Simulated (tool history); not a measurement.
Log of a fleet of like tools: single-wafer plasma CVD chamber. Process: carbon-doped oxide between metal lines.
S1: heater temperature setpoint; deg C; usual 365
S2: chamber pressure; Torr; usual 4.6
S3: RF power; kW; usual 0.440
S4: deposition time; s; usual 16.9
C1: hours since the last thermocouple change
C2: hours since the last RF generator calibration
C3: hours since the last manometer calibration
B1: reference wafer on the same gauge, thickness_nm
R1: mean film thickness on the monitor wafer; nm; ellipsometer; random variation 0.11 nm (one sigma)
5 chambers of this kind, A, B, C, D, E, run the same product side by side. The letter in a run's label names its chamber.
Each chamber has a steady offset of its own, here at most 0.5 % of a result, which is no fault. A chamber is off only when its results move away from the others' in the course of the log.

{"run": "1A", "hour": 6.9, "S1": 365, "S2": 4.6, "S3": 0.44, "S4": 16.9, "C1": 862.6, "C2": 2559.9, "C3": 789.9, "B1": 73.505, "R1": 75.781}
{"run": "2D", "hour": 16.9, "S1": 365, "S2": 4.6, "S3": 0.44, "S4": 16.9, "C1": 975.1, "C2": 1644.5, "C3": 1489.7, "B1": 73.469, "R1": 75.588}
{"run": "3E", "hour": 25.7, "S1": 365, "S2": 4.6, "S3": 0.44, "S4": 16.9, "C1": 1194.6, "C2": 2561.9, "C3": 1680.2, "B1": 73.466, "R1": 76.318}
{"run": "4B", "hour": 35.8, "S1": 365, "S2": 4.6, "S3": 0.44, "S4": 16.9, "C1": 592.6, "C2": 1187.0, "C3": 1537.3, "B1": 73.442, "R1": 75.635}
{"run": "5C", "hour": 46.5, "S1": 365, "S2": 4.6, "S3": 0.44, "S4": 16.9, "C1": 1281.1, "C2": 72.7, "C3": 2002.9, "B1": 73.429, "R1": 76.233}
{"run": "6C", "hour": 56.6, "S1": 365, "S2": 4.6, "S3": 0.44, "S4": 18.4, "C1": 1291.2, "C2": 82.8, "C3": 2013.0, "B1": 73.387, "R1": 82.668}
{"run": "7A", "hour": 61.5, "S1": 365, "S2": 4.6, "S3": 0.44, "S4": 18.4, "C1": 917.2, "C2": 2614.5, "C3": 844.5, "B1": 73.406, "R1": 82.373}
{"run": "8B", "hour": 69.1, "S1": 365, "S2": 4.6, "S3": 0.44, "S4": 18.4, "C1": 625.9, "C2": 1220.3, "C3": 1570.6, "B1": 73.386, "R1": 82.188}
{"hour": 69.6, "done": "chamber C: thermocouple changed; heater temperature recalibrated"}
{"run": "9E", "hour": 79.5, "S1": 365, "S2": 4.6, "S3": 0.44, "S4": 18.4, "C1": 1248.4, "C2": 2615.7, "C3": 1734.0, "B1": 73.387, "R1": 82.737}
{"run": "10D", "hour": 89.6, "S1": 365, "S2": 4.6, "S3": 0.44, "S4": 18.4, "C1": 1047.8, "C2": 1717.2, "C3": 1562.4, "B1": 73.326, "R1": 81.808}
{"run": "11E", "hour": 98.6, "S1": 376, "S2": 4.6, "S3": 0.44, "S4": 16.9, "C1": 1267.5, "C2": 2634.8, "C3": 1753.1, "B1": 73.321, "R1": 74.31}
{"hour": 104.2, "done": "chamber D: RF generator calibrated"}
{"run": "12B", "hour": 109.2, "S1": 376, "S2": 4.6, "S3": 0.44, "S4": 16.9, "C1": 666.0, "C2": 1260.4, "C3": 1610.7, "B1": 73.341, "R1": 73.552}
{"run": "13D", "hour": 114.6, "S1": 376, "S2": 4.6, "S3": 0.44, "S4": 16.9, "C1": 1072.8, "C2": 10.5, "C3": 1587.4, "B1": 73.335, "R1": 73.413}
{"hour": 118.2, "done": "chamber B: RF generator calibrated"}
{"run": "14A", "hour": 124.3, "S1": 376, "S2": 4.6, "S3": 0.44, "S4": 16.9, "C1": 980.0, "C2": 2677.3, "C3": 907.3, "B1": 73.291, "R1": 73.834}
{"run": "15C", "hour": 134.5, "S1": 376, "S2": 4.6, "S3": 0.44, "S4": 16.9, "C1": 65.0, "C2": 160.7, "C3": 2090.9, "B1": 73.278, "R1": 74.15}
{"run": "16A", "hour": 140.4, "S1": 365, "S2": 4.6, "S3": 0.44, "S4": 16.9, "C1": 996.1, "C2": 2693.4, "C3": 923.4, "B1": 73.272, "R1": 75.808}
{"run": "17D", "hour": 150.9, "S1": 352, "S2": 4.6, "S3": 0.44, "S4": 15.6, "C1": 1109.1, "C2": 46.8, "C3": 1623.7, "B1": 73.263, "R1": 72.025}
{"run": "18E", "hour": 158.1, "S1": 352, "S2": 4.6, "S3": 0.44, "S4": 15.6, "C1": 1327.0, "C2": 2694.3, "C3": 1812.6, "B1": 73.244, "R1": 72.74}
{"run": "19C", "hour": 165.4, "S1": 352, "S2": 4.6, "S3": 0.44, "S4": 15.6, "C1": 95.9, "C2": 191.6, "C3": 2121.8, "B1": 73.24, "R1": 72.642}
{"run": "20B", "hour": 171.3, "S1": 352, "S2": 4.6, "S3": 0.44, "S4": 15.6, "C1": 728.1, "C2": 53.2, "C3": 1672.8, "B1": 73.218, "R1": 72.183}
{"run": "21B", "hour": 181.9, "S1": 352, "S2": 4.6, "S3": 0.44, "S4": 15.6, "C1": 738.7, "C2": 63.8, "C3": 1683.4, "B1": 73.208, "R1": 72.158}
{"run": "22A", "hour": 190.7, "S1": 376, "S2": 4.6, "S3": 0.405, "S4": 16.9, "C1": 1046.4, "C2": 2743.7, "C3": 973.7, "B1": 73.198, "R1": 69.286}
{"run": "23E", "hour": 201.0, "S1": 376, "S2": 4.6, "S3": 0.405, "S4": 16.9, "C1": 1369.9, "C2": 2737.2, "C3": 1855.5, "B1": 73.19, "R1": 69.715}
{"run": "24C", "hour": 211.9, "S1": 376, "S2": 4.6, "S3": 0.405, "S4": 16.9, "C1": 142.4, "C2": 238.1, "C3": 2168.3, "B1": 73.165, "R1": 69.718}
{"run": "25D", "hour": 222.1, "S1": 376, "S2": 4.6, "S3": 0.405, "S4": 16.9, "C1": 1180.3, "C2": 118.0, "C3": 1694.9, "B1": 73.172, "R1": 68.941}
{"run": "26A", "hour": 228.3, "S1": 376, "S2": 4.6, "S3": 0.405, "S4": 16.9, "C1": 1084.0, "C2": 2781.3, "C3": 1011.3, "B1": 73.139, "R1": 69.217}
{"run": "27B", "hour": 235.1, "S1": 365, "S2": 4.6, "S3": 0.44, "S4": 16.9, "C1": 791.9, "C2": 117.0, "C3": 1736.6, "B1": 73.137, "R1": 75.226}
{"run": "28C", "hour": 243.2, "S1": 365, "S2": 4.6, "S3": 0.44, "S4": 16.9, "C1": 173.7, "C2": 269.4, "C3": 2199.6, "B1": 73.12, "R1": 75.638}
{"run": "29D", "hour": 254.1, "S1": 365, "S2": 4.6, "S3": 0.44, "S4": 16.9, "C1": 1212.3, "C2": 150.0, "C3": 1726.9, "B1": 73.092, "R1": 74.984}
{"run": "30E", "hour": 260.9, "S1": 365, "S2": 4.6, "S3": 0.44, "S4": 16.9, "C1": 1429.8, "C2": 2797.1, "C3": 1915.4, "B1": 73.095, "R1": 75.836}
{"run": "31D", "hour": 267.3, "S1": 365, "S2": 4.6, "S3": 0.44, "S4": 16.9, "C1": 1225.5, "C2": 163.2, "C3": 1740.1, "B1": 73.066, "R1": 75.103}
{"run": "32E", "hour": 273.8, "S1": 365, "S2": 4.6, "S3": 0.44, "S4": 16.9, "C1": 1442.7, "C2": 2810.0, "C3": 1928.3, "B1": 73.073, "R1": 75.882}

What goes on in this fleet: one chamber off, a drifting gauge, or nothing beyond the chambers' own small offsets? Name the chamber and the cause, if any.

The gauge drifts, so all chambers seem to drift together. No chamber is off.
Cause: gauge reads low (%) = 0.603.
